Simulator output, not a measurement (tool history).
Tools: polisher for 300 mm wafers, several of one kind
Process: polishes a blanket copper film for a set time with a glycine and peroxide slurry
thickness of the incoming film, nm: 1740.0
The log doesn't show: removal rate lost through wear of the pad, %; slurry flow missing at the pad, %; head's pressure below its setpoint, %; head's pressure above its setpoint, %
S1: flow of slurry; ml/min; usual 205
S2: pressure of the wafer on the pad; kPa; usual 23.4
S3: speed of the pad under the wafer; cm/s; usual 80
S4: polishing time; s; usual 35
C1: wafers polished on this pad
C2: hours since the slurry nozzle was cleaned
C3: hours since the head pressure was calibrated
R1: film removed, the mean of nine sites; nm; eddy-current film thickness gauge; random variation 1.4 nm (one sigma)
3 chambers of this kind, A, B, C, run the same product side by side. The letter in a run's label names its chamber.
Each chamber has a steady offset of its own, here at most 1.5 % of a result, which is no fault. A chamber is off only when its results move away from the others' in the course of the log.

{"hour": 5.1, "done": "chamber A: slurry nozzle cleaned"}
{"run": "1C", "hour": 6.7, "S1": 205, "S2": 23.4, "S3": 80, "S4": 35, "C1": 987, "C2": 147, "C3": 46.8, "R1": 151.98}
{"hour": 7.3, "done": "chamber A: worn pad replaced by a new one"}
{"hour": 16.3, "done": "chamber B: slurry nozzle cleaned"}
{"run": "2A", "hour": 19.4, "S1": 205, "S2": 23.4, "S3": 80, "S4": 35, "C1": 151, "C2": 14.3, "C3": 169.8, "R1": 154.76}
{"run": "3B", "hour": 26.1, "S1": 205, "S2": 23.4, "S3": 80, "S4": 35, "C1": 592, "C2": 9.9, "C3": 265.1, "R1": 156.45}
{"run": "4C", "hour": 38.8, "S1": 205, "S2": 23.4, "S3": 80, "S4": 35, "C1": 1389, "C2": 179.1, "C3": 78.9, "R1": 155.66}
{"run": "5A", "hour": 47.6, "S1": 205, "S2": 23.4, "S3": 80, "S4": 35, "C1": 504, "C2": 42.5, "C3": 198, "R1": 156.14}
{"hour": 51.5, "done": "chamber C: worn pad replaced by a new one"}
{"run": "6B", "hour": 57.6, "S1": 205, "S2": 23.4, "S3": 80, "S4": 35, "C1": 987, "C2": 41.4, "C3": 296.6, "R1": 155.03}
{"hour": 59.7, "done": "chamber B: worn pad replaced by a new one"}
{"run": "7A", "hour": 72.1, "S1": 205, "S2": 23.4, "S3": 80, "S4": 35, "C1": 811, "C2": 67, "C3": 222.5, "R1": 154.24}
{"run": "8C", "hour": 83.6, "S1": 205, "S2": 23.4, "S3": 80, "S4": 35, "C1": 402, "C2": 223.9, "C3": 123.7, "R1": 153.61}
{"run": "9B", "hour": 98.3, "S1": 205, "S2": 23.4, "S3": 80, "S4": 35, "C1": 483, "C2": 82.1, "C3": 337.3, "R1": 156.12}
{"run": "10A", "hour": 107.2, "S1": 205, "S2": 23.4, "S3": 80, "S4": 35, "C1": 1251, "C2": 102.1, "C3": 257.6, "R1": 156.77}
{"run": "11C", "hour": 121.0, "S1": 165, "S2": 17.2, "S3": 80, "S4": 35, "C1": 871, "C2": 261.3, "C3": 161.1, "R1": 116.39}
{"hour": 126.2, "done": "chamber A: worn pad replaced by a new one"}
{"run": "12B", "hour": 128.5, "S1": 165, "S2": 17.2, "S3": 80, "S4": 35, "C1": 862, "C2": 112.3, "C3": 367.5, "R1": 114.68}
{"hour": 139.3, "done": "chamber B: worn pad replaced by a new one"}
{"run": "13C", "hour": 143.3, "S1": 165, "S2": 17.2, "S3": 80, "S4": 35, "C1": 1150, "C2": 283.6, "C3": 183.4, "R1": 116.01}
{"hour": 153.6, "done": "chamber A: head pressure recalibrated"}
{"run": "14B", "hour": 158.0, "S1": 275, "S2": 23.4, "S3": 80, "S4": 35, "C1": 235, "C2": 141.8, "C3": 397, "R1": 157.6}
{"run": "15A", "hour": 166.4, "S1": 275, "S2": 23.4, "S3": 80, "S4": 35, "C1": 503, "C2": 161.3, "C3": 12.9, "R1": 160.84}
{"hour": 175.2, "done": "chamber C: worn pad replaced by a new one"}
{"run": "16A", "hour": 176.7, "S1": 275, "S2": 23.4, "S3": 80, "S4": 35, "C1": 632, "C2": 171.6, "C3": 23.2, "R1": 160.95}
{"run": "17C", "hour": 187.1, "S1": 205, "S2": 23.4, "S3": 80, "S4": 35, "C1": 149, "C2": 327.4, "C3": 227.2, "R1": 153.46}
{"run": "18B", "hour": 198.4, "S1": 205, "S2": 23.4, "S3": 80, "S4": 35, "C1": 741, "C2": 182.2, "C3": 437.4, "R1": 154.56}
{"hour": 202.3, "done": "chamber B: worn pad replaced by a new one"}
{"run": "19C", "hour": 212.8, "S1": 205, "S2": 23.4, "S3": 80, "S4": 35, "C1": 471, "C2": 353.1, "C3": 252.9, "R1": 153.13}
{"run": "20A", "hour": 224.6, "S1": 270, "S2": 29, "S3": 80, "S4": 35, "C1": 1232, "C2": 219.5, "C3": 71.1, "R1": 193.19}
{"hour": 232.6, "done": "chamber A: worn pad replaced by a new one"}
{"run": "21B", "hour": 236.0, "S1": 270, "S2": 29, "S3": 80, "S4": 35, "C1": 422, "C2": 219.8, "C3": 475, "R1": 191.63}
{"run": "22B", "hour": 247.0, "S1": 270, "S2": 29, "S3": 80, "S4": 35, "C1": 560, "C2": 230.8, "C3": 486, "R1": 190.78}
{"hour": 255.6, "done": "chamber C: head pressure recalibrated"}
{"run": "23C", "hour": 256.6, "S1": 205, "S2": 23.4, "S3": 80, "S4": 35, "C1": 1020, "C2": 396.9, "C3": 1.1, "R1": 152.97}
{"run": "24A", "hour": 263.3, "S1": 205, "S2": 23.4, "S3": 80, "S4": 35, "C1": 385, "C2": 258.2, "C3": 109.8, "R1": 156.61}
{"hour": 273.2, "done": "chamber C: worn pad replaced by a new one"}
{"run": "25A", "hour": 273.4, "S1": 205, "S2": 23.4, "S3": 80, "S4": 35, "C1": 511, "C2": 268.3, "C3": 119.9, "R1": 155.95}
{"hour": 280.4, "done": "chamber B: worn pad replaced by a new one"}
{"run": "26B", "hour": 284.4, "S1": 205, "S2": 23.4, "S3": 80, "S4": 35, "C1": 50, "C2": 268.2, "C3": 523.4, "R1": 151.75}
{"run": "27C", "hour": 292.9, "S1": 205, "S2": 23.4, "S3": 80, "S4": 35, "C1": 246, "C2": 433.2, "C3": 37.4, "R1": 152.66}
{"run": "28B", "hour": 300.5, "S1": 205, "S2": 23.4, "S3": 80, "S4": 35, "C1": 252, "C2": 284.3, "C3": 539.5, "R1": 155.47}
{"run": "29A", "hour": 307.7, "S1": 205, "S2": 23.4, "S3": 80, "S4": 35, "C1": 941, "C2": 302.6, "C3": 154.2, "R1": 156.26}
{"run": "30C", "hour": 316.7, "S1": 205, "S2": 23.4, "S3": 80, "S4": 35, "C1": 544, "C2": 457, "C3": 61.2, "R1": 153.38}
{"run": "31C", "hour": 326.0, "S1": 205, "S2": 23.4, "S3": 80, "S4": 35, "C1": 661, "C2": 466.3, "C3": 70.5, "R1": 156.41}
{"run": "32B", "hour": 340.6, "S1": 205, "S2": 23.4, "S3": 80, "S4": 35, "C1": 754, "C2": 324.4, "C3": 579.6, "R1": 154.06}
{"hour": 347.1, "done": "chamber A: worn pad replaced by a new one"}
{"run": "33A", "hour": 348.7, "S1": 205, "S2": 23.4, "S3": 80, "S4": 35, "C1": 20, "C2": 343.6, "C3": 195.2, "R1": 155.42}

Next, every chamber runs the same settings. What will each give?
{"run": "34A", "hour": 359.3, "S1": 205, "S2": 23.4, "S3": 80, "S4": 35, "R1": "?"}
{"run": "34B", "hour": 359.3, "S1": 205, "S2": 23.4, "S3": 80, "S4": 35, "R1": "?"}
{"run": "34C", "hour": 359.3, "S1": 205, "S2": 23.4, "S3": 80, "S4": 35, "R1": "?"}

run=34A R1=154.18
run=34B R1=153.73
run=34C R1=154.48
